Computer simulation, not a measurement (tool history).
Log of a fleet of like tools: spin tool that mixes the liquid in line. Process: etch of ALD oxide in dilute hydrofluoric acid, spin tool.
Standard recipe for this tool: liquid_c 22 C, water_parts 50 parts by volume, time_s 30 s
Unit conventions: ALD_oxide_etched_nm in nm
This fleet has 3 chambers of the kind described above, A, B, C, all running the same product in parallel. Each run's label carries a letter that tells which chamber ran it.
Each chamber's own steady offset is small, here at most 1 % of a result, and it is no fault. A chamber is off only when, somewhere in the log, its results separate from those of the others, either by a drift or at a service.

run	hour	liquid_c	water_parts	time_s	hours since the thermometer was replaced	hours since the hydrofluoric acid flow meter was replaced	read-back film thickness of the ALD oxide reference wafer, read on the same gauge (nm)	ALD_oxide_etched_nm
1A	6.9	22	50	30	1366.4	450.6	40.012	19.173
2B	15.2	22	50	30	2104.6	1590.6	39.995	19.26
3C	22.7	22	50	30	502.6	2603.2	40.02	19.423
4A	31.3	22	50	30	1390.8	475	40.033	19.075
5C	39.7	22	50	30	519.6	2620.2	39.99	19.56
6B	48.1	22	50	30	2137.5	1623.5	39.992	19.205
7C	55.1	22	60	30	535	2635.6	40.004	15.962
8B	64.8	22	60	30	2154.2	1640.2	39.976	15.759
9A	69.5	22	60	30	1429	513.2	39.983	15.774
10A	79.2	22	50	30	1438.7	522.9	40.013	19.311
11C	88	22	50	30	567.9	2668.5	40.004	19.443
12B	93.7	22	50	30	2183.1	1669.1	40.007	19.175
13A	101.4	22	50	30	1460.9	545.1	40.004	18.879
14B	107.2	22	50	30	2196.6	1682.6	40.011	19.337
15C	113.6	22	50	30	593.5	2694.1	39.982	19.283
16A	124.2	22	35	30	1483.7	567.9	40.016	28.034
17C	134.8	22	35	30	614.7	2715.3	39.961	28.242
18B	144.5	22	35	30	2233.9	1719.9	40.003	29.042
19C	151.7	22	50	30	631.6	2732.2	39.996	19.224
20B	160.8	22	50	30	2250.2	1736.2	39.991	20.123
21A	170.5	22	50	30	1530	614.2	40	18.922
22A	176.4	22	50	30	1535.9	620.1	39.996	19.024
23B	186.6	22	50	30	2276	1762	40.013	20.022
# hour 186.7: chamber B: thermometer replaced
# hour 191.9: chamber C: hydrofluoric acid flow meter replaced
24C	192.4	22	50	30	672.3	0.5	39.998	19.427
25C	198.5	22	50	30	678.4	6.6	39.952	19.432
26A	207.7	22	50	30	1567.2	651.4	39.968	19.053
27B	217.4	22	50	30	30.7	1792.8	39.986	20.123
28A	224.3	22	50	30	1583.8	668	39.975	19.293
29B	232.1	22	50	30	45.4	1807.5	40.029	20.125
30C	240.6	22	50	20	720.5	48.7	40.013	12.932
31C	249.4	22	50	20	729.3	57.5	40.017	12.88
32A	259.8	22	50	20	1619.3	703.5	40.011	12.528
33B	269.9	22	50	30	83.2	1845.3	40.02	20.571
# hour 272.8: chamber C: thermometer replaced
34B	275.3	26.5	35	30	88.6	1850.7	39.995	36.387
35C	282.5	26.5	35	30	9.8	90.6	39.969	34.078
36A	291.7	26.5	35	30	1651.2	735.4	39.991	34.375
37B	300.4	22	50	30	113.7	1875.8	40	20.63
38A	307.5	22	50	30	1667	751.2	40.007	19.324
39C	314.6	22	50	30	41.9	122.7	40.017	19.157

The same settings go to every chamber for the next run, one line per chamber below. Forecast the results for each:
40A	322.2	22	50	20				?
40B	322.2	22	50	20				?
40C	322.2	22	50	20				?

run	ALD_oxide_etched_nm
40A	12.614
40B	13.954
40C	12.817

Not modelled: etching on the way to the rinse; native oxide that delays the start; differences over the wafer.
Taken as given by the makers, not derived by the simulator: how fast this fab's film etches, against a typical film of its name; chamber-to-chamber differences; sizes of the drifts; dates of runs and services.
